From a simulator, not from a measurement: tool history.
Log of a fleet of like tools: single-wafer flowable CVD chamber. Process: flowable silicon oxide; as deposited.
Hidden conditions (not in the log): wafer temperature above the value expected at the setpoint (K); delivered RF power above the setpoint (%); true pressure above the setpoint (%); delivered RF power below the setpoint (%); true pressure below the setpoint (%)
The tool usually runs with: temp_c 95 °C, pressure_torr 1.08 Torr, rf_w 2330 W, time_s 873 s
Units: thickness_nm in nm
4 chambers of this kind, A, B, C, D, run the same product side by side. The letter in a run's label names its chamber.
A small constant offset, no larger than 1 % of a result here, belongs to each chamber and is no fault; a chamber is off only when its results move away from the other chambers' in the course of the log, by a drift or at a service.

run	day	temp_c	pressure_torr	rf_w	time_s	hours since the last thermocouple change	hours since the last RF generator calibration	hours since the last manometer calibration	read-back reference wafer on the same gauge, thickness_nm	thickness_nm
1D	0.267	95	1.08	2330	873	670.1	697.2	327.7	795.09	933.31
2B	0.579	95	1.08	2330	873	450.7	991.1	396.2	795.21	937.37
3C	0.771	95	1.08	2330	873	185.7	699.1	1579.8	795.39	925.06
4A	1.096	95	1.08	2330	873	1432.6	929.5	798.4	795.61	926.87
5A	1.321	95	1.08	2330	873	1438	934.9	803.8	795.81	925.41
6D	1.546	95	1.08	2330	873	700.8	727.9	358.4	795.9	935.89
7B	1.917	95	1.08	2330	873	482.8	1023.2	428.3	795.81	938.29
8C	2.267	95	1.08	2330	873	221.6	735	1615.7	796.53	927.03
9A	2.692	95	1.08	2330	873	1470.9	967.8	836.7	797.1	927.49
10B	3.054	95	1.08	2330	873	510.1	1050.5	455.6	797.09	940.14
11D	3.304	95	1.08	2330	873	743	770.1	400.6	796.91	934.18
12C	3.612	95	0.83	2330	873	253.9	767.3	1648	797.25	673.84
13B	4.033	95	0.83	2330	873	533.6	1074	479.1	797.28	680.43
14D	4.308	95	0.83	2330	873	767.1	794.2	424.7	797.51	677.68
15C	4.6	95	0.83	2330	873	277.6	791	1671.7	797.81	675.31
# day 4.638: chamber C: RF generator calibrated
16A	4.862	95	1.08	2330	873	1523	1019.9	888.8	797.98	928.77
17B	5.208	95	1.08	2330	873	561.8	1102.2	507.3	798.15	939.21
18C	5.567	95	0.88	2330	873	300.8	22.4	1694.9	798.14	727.64
19D	5.912	95	0.88	2330	873	805.6	832.7	463.2	798.57	733.33
20A	6.308	95	0.88	2330	873	1557.7	1054.6	923.5	798.46	727.98
21A	6.629	95	0.88	2330	873	1565.4	1062.3	931.2	798.96	727
22C	6.908	95	1.08	2330	873	333	54.6	1727.1	799.11	927.13
23B	7.229	95	1.08	2330	873	610.3	1150.7	555.8	799.04	940.41
24D	7.612	95	1.08	2330	873	846.4	873.5	504	799.57	939.47
25A	7.8	95	1.08	2330	873	1593.5	1090.4	959.3	799.77	929.73
26C	8.171	95	1.08	2330	873	363.3	84.9	1757.4	800.07	930.21
27B	8.496	90	1.08	2330	731	640.7	1181.1	586.2	799.93	935.28

All chambers now run identical settings, listed one chamber a line with results as question marks. What results will each chamber show?
28A	8.804	95	1.34	2330	873					?
28B	8.804	95	1.34	2330	873					?
28C	8.804	95	1.34	2330	873					?
28D	8.804	95	1.34	2330	873					?

run	thickness_nm
28A	1179
28B	1190.1
28C	1169.5
28D	1186.5
